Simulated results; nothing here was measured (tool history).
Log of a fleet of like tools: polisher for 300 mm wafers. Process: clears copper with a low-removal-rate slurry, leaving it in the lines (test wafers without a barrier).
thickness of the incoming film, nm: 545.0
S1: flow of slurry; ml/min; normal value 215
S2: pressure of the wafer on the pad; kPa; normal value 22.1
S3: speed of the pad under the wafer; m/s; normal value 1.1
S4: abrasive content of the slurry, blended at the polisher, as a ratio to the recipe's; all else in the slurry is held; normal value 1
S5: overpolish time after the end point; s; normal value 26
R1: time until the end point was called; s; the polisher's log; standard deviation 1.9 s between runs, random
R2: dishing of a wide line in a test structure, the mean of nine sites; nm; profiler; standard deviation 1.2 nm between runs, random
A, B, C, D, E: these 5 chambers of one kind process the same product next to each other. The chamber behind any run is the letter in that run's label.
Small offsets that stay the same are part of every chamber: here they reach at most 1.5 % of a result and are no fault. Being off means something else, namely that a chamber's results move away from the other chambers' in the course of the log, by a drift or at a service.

| run | hour | S1 | S2 | S3 | S4 | S5 | R1 | R2 |
|---|---|---|---|---|---|---|---|---|
|  | 1.8 | chamber E: worn pad replaced by a new one |
| 1A | 16.1 | 215 | 22.1 | 1.1 | 1 | 26 | 182.58 | 50.637 |
|  | 29.3 | chamber B: worn pad replaced by a new one |
|  | 29.6 | chamber C: worn pad replaced by a new one |
| 2D | 30.6 | 215 | 22.1 | 1.1 | 1 | 26 | 185.32 | 46.885 |
|  | 37.5 | chamber C: head pressure recalibrated |
|  | 39.2 | chamber E: slurry nozzle cleaned |
|  | 39.8 | chamber B: slurry blender recalibrated |
| 3E | 46.3 | 215 | 22.1 | 1.1 | 1 | 26 | 180.14 | 48.807 |
|  | 56.8 | chamber A: slurry blender recalibrated |
| 4C | 60.7 | 215 | 22.1 | 1.1 | 1 | 26 | 180.35 | 51.044 |
| 5B | 75.1 | 215 | 22.1 | 1.1 | 1 | 26 | 187.88 | 47.87 |
|  | 79 | chamber D: worn pad replaced by a new one |
| 6D | 84.1 | 215 | 22.1 | 1.32 | 1.15 | 26 | 150.9 | 57.712 |
| 7E | 92 | 215 | 22.1 | 1.32 | 1.15 | 26 | 143.85 | 57.314 |
| 8C | 101.8 | 215 | 22.1 | 1.32 | 1.15 | 26 | 146.39 | 61.068 |
| 9A | 115.4 | 215 | 22.1 | 1.32 | 1.15 | 26 | 149.53 | 56.815 |
| 10B | 122.5 | 215 | 22.1 | 1.32 | 1.15 | 26 | 152.13 | 57.443 |
|  | 126.3 | chamber C: worn pad replaced by a new one |
|  | 134.2 | chamber D: slurry blender recalibrated |
| 11E | 135 | 215 | 22.1 | 1.1 | 1 | 26 | 181.61 | 49.818 |
|  | 143.2 | chamber A: worn pad replaced by a new one |
|  | 145.9 | chamber B: slurry nozzle cleaned |
| 12D | 150.9 | 215 | 22.1 | 1.1 | 1 | 26 | 184.56 | 47.788 |
| 13A | 158.4 | 215 | 22.1 | 1.1 | 1 | 26 | 187.79 | 49.458 |
| 14C | 170.2 | 145 | 22.1 | 1.1 | 1 | 26 | 194.27 | 45.991 |
| 15B | 180.1 | 145 | 22.1 | 1.1 | 1 | 26 | 195.78 | 47.791 |
|  | 189.6 | chamber B: slurry blender recalibrated |
|  | 193.2 | chamber A: slurry blender recalibrated |
| 16B | 193.5 | 145 | 22.1 | 1.1 | 1 | 26 | 196.03 | 47.196 |
|  | 193.6 | chamber D: worn pad replaced by a new one |
| 17D | 205.4 | 145 | 22.1 | 1.1 | 1 | 26 | 199.65 | 43.835 |
|  | 214.9 | chamber C: worn pad replaced by a new one |
| 18E | 218.3 | 145 | 22.1 | 1.1 | 1 | 26 | 191.55 | 46.227 |
| 19A | 232.7 | 215 | 22.1 | 1.1 | 1 | 26 | 189.82 | 49.942 |
|  | 236.4 | chamber A: slurry nozzle cleaned |
|  | 238.8 | chamber E: worn pad replaced by a new one |
|  | 239.6 | chamber D: slurry nozzle cleaned |
| 20C | 248.6 | 215 | 22.1 | 1.1 | 1 | 26 | 183.27 | 52.138 |
|  | 258.4 | chamber E: slurry blender recalibrated |
|  | 260.6 | chamber B: worn pad replaced by a new one |
| 21B | 262.6 | 190 | 22.1 | 1.1 | 0.9 | 26 | 192.77 | 47.975 |
| 22A | 270.7 | 190 | 22.1 | 1.1 | 0.9 | 26 | 199.06 | 48.766 |
| 23D | 282.9 | 190 | 22.1 | 1.1 | 0.9 | 26 | 189.2 | 46.885 |
| 24E | 290 | 190 | 22.1 | 1.1 | 0.9 | 26 | 187.13 | 50.253 |
| 25C | 299.3 | 190 | 22.1 | 1.1 | 0.9 | 26 | 189.72 | 48.68 |
|  | 302 | chamber C: slurry nozzle cleaned |
|  | 309.2 | chamber A: worn pad replaced by a new one |
| 26C | 312 | 215 | 22.1 | 1.1 | 1 | 26 | 186.31 | 48.303 |
|  | 315.2 | chamber C: worn pad replaced by a new one |
|  | 325.4 | chamber A: slurry blender recalibrated |
| 27D | 325.7 | 215 | 22.1 | 1.1 | 1 | 26 | 184.69 | 48.89 |
|  | 327.3 | chamber D: worn pad replaced by a new one |
| 28E | 334.7 | 215 | 25.5 | 1.1 | 1 | 26 | 158.32 | 54.771 |
|  | 345.2 | chamber B: slurry blender recalibrated |
| 29A | 348.3 | 215 | 25.5 | 1.1 | 1 | 26 | 169.08 | 51.322 |
| 30B | 361.4 | 215 | 25.5 | 1.1 | 1 | 26 | 157.89 | 54.377 |
|  | 362.9 | chamber C: slurry blender recalibrated |
| 31D | 369.2 | 215 | 25.5 | 1.1 | 1 | 26 | 159.71 | 54.428 |
| 32B | 378.8 | 215 | 25.5 | 1.1 | 1 | 26 | 157.82 | 56.104 |
| 33A | 386.1 | 215 | 22.1 | 1.1 | 1 | 26 | 196.21 | 48.053 |
| 34C | 394.7 | 215 | 22.1 | 1.1 | 1 | 26 | 181.92 | 49.866 |
| 35E | 409.3 | 215 | 22.1 | 1.1 | 1 | 26 | 183.37 | 48.791 |
|  | 416.1 | chamber C: worn pad replaced by a new one |
| 36E | 420.6 | 215 | 22.1 | 1.44 | 1 | 26 | 139.4 | 60.631 |
| 37D | 429 | 215 | 22.1 | 1.44 | 1 | 26 | 140.98 | 61.43 |
| 38C | 438.9 | 215 | 22.1 | 1.44 | 1 | 26 | 139.34 | 62.395 |
|  | 444.3 | chamber E: worn pad replaced by a new one |
| 39A | 447.6 | 215 | 22.1 | 1.44 | 1 | 26 | 153.19 | 55.776 |
| 40B | 454.7 | 215 | 22.1 | 1.44 | 1 | 26 | 139.83 | 58.623 |
| 41E | 464.8 | 215 | 22.1 | 1.1 | 1 | 26 | 183.71 | 50.031 |
| 42B | 472.1 | 215 | 22.1 | 0.92 | 1 | 26 | 222.45 | 41.392 |

Next, all 5 chambers run the settings below, one line each with question marks for the results. What does each chamber give?
| 43A | 483.7 | 215 | 22.1 | 1.1 | 1 | 26 | ? | ? |
| 43B | 483.7 | 215 | 22.1 | 1.1 | 1 | 26 | ? | ? |
| 43C | 483.7 | 215 | 22.1 | 1.1 | 1 | 26 | ? | ? |
| 43D | 483.7 | 215 | 22.1 | 1.1 | 1 | 26 | ? | ? |
| 43E | 483.7 | 215 | 22.1 | 1.1 | 1 | 26 | ? | ? |

| run | R1 | R2 |
|---|---|---|
| 43A | 198.91 | 45.201 |
| 43B | 183.55 | 48.889 |
| 43C | 181.53 | 50.593 |
| 43D | 185.15 | 49.243 |
| 43E | 181.63 | 48.938 |
